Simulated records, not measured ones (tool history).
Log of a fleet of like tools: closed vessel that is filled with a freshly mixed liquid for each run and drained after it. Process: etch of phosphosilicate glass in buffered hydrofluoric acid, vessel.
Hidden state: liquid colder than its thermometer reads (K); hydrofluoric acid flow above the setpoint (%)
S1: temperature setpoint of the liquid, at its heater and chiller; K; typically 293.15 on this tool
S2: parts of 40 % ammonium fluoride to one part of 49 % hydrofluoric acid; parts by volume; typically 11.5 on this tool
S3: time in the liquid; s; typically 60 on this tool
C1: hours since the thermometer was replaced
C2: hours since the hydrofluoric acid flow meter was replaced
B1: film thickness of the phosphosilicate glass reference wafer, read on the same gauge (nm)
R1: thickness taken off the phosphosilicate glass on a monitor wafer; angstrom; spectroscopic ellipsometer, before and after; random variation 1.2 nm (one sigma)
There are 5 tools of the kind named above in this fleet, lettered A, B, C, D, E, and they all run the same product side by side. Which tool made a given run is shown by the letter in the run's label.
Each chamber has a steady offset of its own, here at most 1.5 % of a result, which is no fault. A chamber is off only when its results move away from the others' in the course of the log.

run 1E hour=3.2 | S1=293.15 S2=11.5 S3=60 | C1=556.4 C2=723.5 | B1=150.02 | R1=1289.3
run 2A hour=6.8 | S1=293.15 S2=11.5 S3=60 | C1=318.8 C2=134.6 | B1=150.02 | R1=1282.1
run 3D hour=10.7 | S1=293.15 S2=11.5 S3=60 | C1=1403.2 C2=57.6 | B1=150.02 | R1=1271
run 4C hour=15.3 | S1=293.15 S2=11.5 S3=60 | C1=649.1 C2=1517.1 | B1=150.01 | R1=1291.7
run 5B hour=18.6 | S1=293.15 S2=11.5 S3=60 | C1=906.5 C2=955.1 | B1=149.97 | R1=1275.2
run 6D hour=22.8 | S1=297.15 S2=11.5 S3=60 | C1=1415.3 C2=69.7 | B1=149.98 | R1=1575.2
run 7E hour=25.8 | S1=297.15 S2=11.5 S3=60 | C1=579 C2=746.1 | B1=149.99 | R1=1620.3
run 8B hour=28.5 | S1=297.15 S2=11.5 S3=60 | C1=916.4 C2=965 | B1=150 | R1=1592.2
run 9C hour=32.7 | S1=297.15 S2=11.5 S3=60 | C1=666.5 C2=1534.5 | B1=150.02 | R1=1626.3
run 10A hour=37.2 | S1=297.15 S2=11.5 S3=60 | C1=349.2 C2=165 | B1=149.99 | R1=1612.9
run 11D hour=39.7 | S1=293.15 S2=11.5 S3=60 | C1=1432.2 C2=86.6 | B1=149.96 | R1=1294.4
run 12A hour=44.4 | S1=293.15 S2=11.5 S3=60 | C1=356.4 C2=172.2 | B1=149.98 | R1=1310.3
run 13B hour=48.2 | S1=293.15 S2=11.5 S3=60 | C1=936.1 C2=984.7 | B1=150.01 | R1=1243
run 14C hour=50.8 | S1=293.15 S2=9.5 S3=50 | C1=684.6 C2=1552.6 | B1=149.98 | R1=1288.9
run 15E hour=53.9 | S1=293.15 S2=9.5 S3=50 | C1=607.1 C2=774.2 | B1=149.98 | R1=1267.6
run 16D hour=57.2 | S1=293.15 S2=9.5 S3=50 | C1=1449.7 C2=104.1 | B1=149.98 | R1=1255.8
run 17E hour=59.6 | S1=293.15 S2=9.5 S3=50 | C1=612.8 C2=779.9 | B1=149.98 | R1=1271.1
run 18A hour=64.8 | S1=293.15 S2=9.5 S3=50 | C1=376.8 C2=192.6 | B1=149.99 | R1=1272.3
run 19C hour=70 | S1=293.15 S2=11.5 S3=60 | C1=703.8 C2=1571.8 | B1=150.01 | R1=1298
-- hour=73.5 chamber C: thermometer replaced
run 20B hour=74.1 | S1=293.15 S2=11.5 S3=60 | C1=962 C2=1010.6 | B1=149.98 | R1=1254.3
run 21D hour=77.6 | S1=293.15 S2=11.5 S3=60 | C1=1470.1 C2=124.5 | B1=149.99 | R1=1277.8
run 22A hour=82.8 | S1=293.15 S2=11.5 S3=60 | C1=394.8 C2=210.6 | B1=149.99 | R1=1297.8
run 23B hour=87.3 | S1=293.15 S2=11.5 S3=60 | C1=975.2 C2=1023.8 | B1=150.02 | R1=1266.4
run 24C hour=92.4 | S1=293.15 S2=11.5 S3=60 | C1=18.9 C2=1594.2 | B1=150.03 | R1=1309.8
run 25E hour=96.2 | S1=293.15 S2=11.5 S3=60 | C1=649.4 C2=816.5 | B1=149.98 | R1=1212.2
run 26E hour=100.1 | S1=293.15 S2=11.5 S3=60 | C1=653.3 C2=820.4 | B1=149.98 | R1=1210.7
run 27A hour=103.8 | S1=293.15 S2=11.5 S3=60 | C1=415.8 C2=231.6 | B1=149.99 | R1=1294.5
run 28D hour=107.4 | S1=295.15 S2=11.5 S3=35 | C1=1499.9 C2=154.3 | B1=150.03 | R1=830.45
run 29B hour=110.8 | S1=295.15 S2=11.5 S3=35 | C1=998.7 C2=1047.3 | B1=150.01 | R1=810.09
run 30C hour=115 | S1=295.15 S2=11.5 S3=35 | C1=41.5 C2=1616.8 | B1=149.96 | R1=845.91
run 31C hour=117.4 | S1=295.15 S2=11.5 S3=35 | C1=43.9 C2=1619.2 | B1=149.98 | R1=836.33
run 32B hour=121.6 | S1=295.15 S2=11.5 S3=35 | C1=1009.5 C2=1058.1 | B1=149.99 | R1=817.02
run 33A hour=124 | S1=293.15 S2=11.5 S3=60 | C1=436 C2=251.8 | B1=150.01 | R1=1320.3

For the next run the whole fleet of 5 chambers uses the same settings. Give each chamber's results:
run 34A hour=127.8 | S1=293.15 S2=11.5 S3=60 | R1=?
run 34B hour=127.8 | S1=293.15 S2=11.5 S3=60 | R1=?
run 34C hour=127.8 | S1=293.15 S2=11.5 S3=60 | R1=?
run 34D hour=127.8 | S1=293.15 S2=11.5 S3=60 | R1=?
run 34E hour=127.8 | S1=293.15 S2=11.5 S3=60 | R1=?

run=34A R1=1296
run=34B R1=1242.9
run=34C R1=1290.9
run=34D R1=1297.6
run=34E R1=1205
